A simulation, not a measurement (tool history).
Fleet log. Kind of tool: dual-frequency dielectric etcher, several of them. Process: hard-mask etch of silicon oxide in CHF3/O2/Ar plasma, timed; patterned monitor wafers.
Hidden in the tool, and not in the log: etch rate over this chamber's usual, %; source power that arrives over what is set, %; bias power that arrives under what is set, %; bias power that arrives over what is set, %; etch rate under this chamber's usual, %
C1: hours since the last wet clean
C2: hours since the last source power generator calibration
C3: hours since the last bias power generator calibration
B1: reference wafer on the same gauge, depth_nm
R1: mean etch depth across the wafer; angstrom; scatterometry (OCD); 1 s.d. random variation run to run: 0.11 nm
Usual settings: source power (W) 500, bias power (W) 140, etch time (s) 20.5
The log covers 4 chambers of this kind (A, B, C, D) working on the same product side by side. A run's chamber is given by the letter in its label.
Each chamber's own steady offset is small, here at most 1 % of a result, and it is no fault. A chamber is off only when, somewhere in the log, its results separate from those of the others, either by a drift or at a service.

Run 1B, hour 4.6: usual settings; C1 105.1; C2 609.5; C3 513.2; B1 29.399. Result: R1 347.05 angstrom.
Run 2D, hour 7: usual settings; C1 136.2; C2 183.3; C3 2644.7; B1 29.4. Result: R1 350.7 angstrom.
Run 3A, hour 11.9: usual settings; C1 223.8; C2 2821.4; C3 4302.7; B1 29.405. Result: R1 350.28 angstrom.
Run 4C, hour 14.5: usual settings; C1 150.5; C2 296.6; C3 488.6; B1 29.428. Result: R1 348.11 angstrom.
Run 5A, hour 18.7: usual settings; C1 230.6; C2 2828.2; C3 4309.5; B1 29.395. Result: R1 348.68 angstrom.
Run 6D, hour 23.9: usual settings; C1 153.1; C2 200.2; C3 2661.6; B1 29.409. Result: R1 349.27 angstrom.
Run 7B, hour 26.9: usual settings; C1 127.4; C2 631.8; C3 535.5; B1 29.378. Result: R1 347.74 angstrom.
Run 8C, hour 30.8: usual settings; C1 166.8; C2 312.9; C3 504.9; B1 29.379. Result: R1 348.47 angstrom.
Run 9C, hour 35.8: usual settings but source power (W) 540, bias power (W) 123; C1 171.8; C2 317.9; C3 509.9; B1 29.41. Result: R1 343.94 angstrom.
Run 10D, hour 38.7: usual settings but source power (W) 540, bias power (W) 123; C1 167.9; C2 215; C3 2676.4; B1 29.397. Result: R1 347.69 angstrom.
Run 11B, hour 43.2: usual settings but source power (W) 540, bias power (W) 123; C1 143.7; C2 648.1; C3 551.8; B1 29.407. Result: R1 344.06 angstrom.
Run 12A, hour 47.2: usual settings but source power (W) 540, bias power (W) 123; C1 259.1; C2 2856.7; C3 4338; B1 29.389. Result: R1 344.34 angstrom.
Run 13A, hour 52.2: usual settings; C1 264.1; C2 2861.7; C3 4343; B1 29.384. Result: R1 350.45 angstrom.
Run 14C, hour 56.8: usual settings; C1 192.8; C2 338.9; C3 530.9; B1 29.405. Result: R1 349.4 angstrom.
Run 15B, hour 61.9: usual settings; C1 162.4; C2 666.8; C3 570.5; B1 29.394. Result: R1 349.36 angstrom.
Run 16D, hour 64.7: usual settings; C1 193.9; C2 241; C3 2702.4; B1 29.407. Result: R1 351.81 angstrom.
Run 17B, hour 67.3: usual settings; C1 167.8; C2 672.2; C3 575.9; B1 29.411. Result: R1 347.63 angstrom.
Run 18D, hour 71.1: usual settings; C1 200.3; C2 247.4; C3 2708.8; B1 29.396. Result: R1 349.25 angstrom.
Run 19A, hour 74.1: usual settings; C1 286; C2 2883.6; C3 4364.9; B1 29.403. Result: R1 349.37 angstrom.
Run 20C, hour 77.2: usual settings; C1 213.2; C2 359.3; C3 551.3; B1 29.411. Result: R1 347.89 angstrom.
Run 21B, hour 81: usual settings; C1 181.5; C2 685.9; C3 589.6; B1 29.4. Result: R1 349.56 angstrom.
Run 22A, hour 85.1: usual settings; C1 297; C2 2894.6; C3 4375.9; B1 29.404. Result: R1 349.27 angstrom.
Run 23C, hour 90: usual settings but source power (W) 540, bias power (W) 112; C1 226; C2 372.1; C3 564.1; B1 29.393. Result: R1 334.85 angstrom.
Run 24D, hour 92.9: usual settings but source power (W) 540, bias power (W) 112; C1 222.1; C2 269.2; C3 2730.6; B1 29.388. Result: R1 335.34 angstrom.
Run 25B, hour 97.5: usual settings but source power (W) 540, bias power (W) 112; C1 198; C2 702.4; C3 606.1; B1 29.383. Result: R1 334.24 angstrom.
Run 26D, hour 101.3: usual settings but source power (W) 540, bias power (W) 112; C1 230.5; C2 277.6; C3 2739; B1 29.391. Result: R1 338.63 angstrom.
Run 27A, hour 106: usual settings; C1 317.9; C2 2915.5; C3 4396.8; B1 29.432. Result: R1 350.68 angstrom.
Run 28C, hour 109.8: usual settings; C1 245.8; C2 391.9; C3 583.9; B1 29.389. Result: R1 348.42 angstrom.
Run 29A, hour 112.3: usual settings; C1 324.2; C2 2921.8; C3 4403.1; B1 29.396. Result: R1 349.44 angstrom.
Run 30B, hour 117.2: usual settings; C1 217.7; C2 722.1; C3 625.8; B1 29.402. Result: R1 349.33 angstrom.
Run 31C, hour 120.6: usual settings; C1 256.6; C2 402.7; C3 594.7; B1 29.387. Result: R1 350.19 angstrom.
Run 32D, hour 125.5: usual settings; C1 254.7; C2 301.8; C3 2763.2; B1 29.411. Result: R1 350.94 angstrom.
Run 33B, hour 130.5: usual settings; C1 231; C2 735.4; C3 639.1; B1 29.41. Result: R1 348.86 angstrom.
Run 34C, hour 135.2: usual settings; C1 271.2; C2 417.3; C3 609.3; B1 29.394. Result: R1 348.74 angstrom.

All chambers now run identical settings, listed one chamber a line with results as question marks. What results will each chamber show?
Run 35A, hour 139: usual settings but bias power (W) 160. Result: R1 ?.
Run 35B, hour 139: usual settings but bias power (W) 160. Result: R1 ?.
Run 35C, hour 139: usual settings but bias power (W) 160. Result: R1 ?.
Run 35D, hour 139: usual settings but bias power (W) 160. Result: R1 ?.

run      R1
35A  367.05
35B  363.56
35C  365.92
35D  365.31
